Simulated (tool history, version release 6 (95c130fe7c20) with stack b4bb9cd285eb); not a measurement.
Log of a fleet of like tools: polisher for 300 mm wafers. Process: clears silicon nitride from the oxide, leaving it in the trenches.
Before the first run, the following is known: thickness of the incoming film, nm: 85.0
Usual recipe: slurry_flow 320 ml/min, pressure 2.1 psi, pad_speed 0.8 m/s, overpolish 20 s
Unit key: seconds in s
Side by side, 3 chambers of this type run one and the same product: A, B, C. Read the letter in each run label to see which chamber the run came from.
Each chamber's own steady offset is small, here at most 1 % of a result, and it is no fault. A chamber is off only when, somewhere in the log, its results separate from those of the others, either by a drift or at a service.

run 1C hour=14.9 | slurry_flow=320 pressure=2.1 pad_speed=0.8 overpolish=20 | seconds=180.99
run 2A hour=24.2 | slurry_flow=320 pressure=2.1 pad_speed=0.8 overpolish=20 | seconds=179
run 3B hour=40 | slurry_flow=320 pressure=2.1 pad_speed=0.8 overpolish=20 | seconds=183.87
run 4A hour=48.4 | slurry_flow=320 pressure=2.1 pad_speed=0.8 overpolish=20 | seconds=178.43
run 5C hour=59.7 | slurry_flow=320 pressure=2.1 pad_speed=0.8 overpolish=20 | seconds=180.43
-- hour=68.6 chamber A: worn pad replaced by a new one
run 6B hour=70.9 | slurry_flow=320 pressure=2.1 pad_speed=0.8 overpolish=20 | seconds=182.73
run 7B hour=79.9 | slurry_flow=320 pressure=2.1 pad_speed=0.8 overpolish=20 | seconds=179.27
run 8C hour=87.2 | slurry_flow=320 pressure=2.1 pad_speed=0.8 overpolish=20 | seconds=183.21
-- hour=93.2 chamber C: worn pad replaced by a new one
run 9A hour=98.2 | slurry_flow=320 pressure=2.1 pad_speed=0.8 overpolish=20 | seconds=177.14
run 10A hour=113.2 | slurry_flow=320 pressure=2.1 pad_speed=0.8 overpolish=20 | seconds=181.65
run 11C hour=120.3 | slurry_flow=320 pressure=2.1 pad_speed=0.8 overpolish=20 | seconds=181.94
-- hour=121.8 chamber C: head pressure recalibrated
-- hour=130.7 chamber A: head pressure recalibrated
run 12B hour=135.7 | slurry_flow=320 pressure=2.1 pad_speed=0.8 overpolish=20 | seconds=180.41
run 13C hour=147.4 | slurry_flow=320 pressure=2.1 pad_speed=0.8 overpolish=20 | seconds=179.71
run 14A hour=154.6 | slurry_flow=320 pressure=2.1 pad_speed=0.8 overpolish=20 | seconds=159.39
run 15B hour=164 | slurry_flow=320 pressure=2.1 pad_speed=0.8 overpolish=20 | seconds=180.51
run 16A hour=173 | slurry_flow=320 pressure=2.1 pad_speed=0.8 overpolish=20 | seconds=160.82
-- hour=185.5 chamber A: worn pad replaced by a new one
run 17B hour=186.1 | slurry_flow=320 pressure=2.1 pad_speed=0.8 overpolish=20 | seconds=180.51
run 18C hour=196.2 | slurry_flow=320 pressure=2.1 pad_speed=0.8 overpolish=20 | seconds=181.51
run 19A hour=203.2 | slurry_flow=245 pressure=2.5 pad_speed=0.8 overpolish=20 | seconds=138.21
run 20C hour=216.1 | slurry_flow=245 pressure=2.5 pad_speed=0.8 overpolish=20 | seconds=155.62

Each of the 3 chambers runs these same settings next. Fill in every chamber's results:
run 21A hour=227.4 | slurry_flow=320 pressure=2.7 pad_speed=0.8 overpolish=20 | seconds=?
run 21B hour=227.4 | slurry_flow=320 pressure=2.7 pad_speed=0.8 overpolish=20 | seconds=?
run 21C hour=227.4 | slurry_flow=320 pressure=2.7 pad_speed=0.8 overpolish=20 | seconds=?

run=21A seconds=124.18
run=21B seconds=141.8
run=21C seconds=140.79
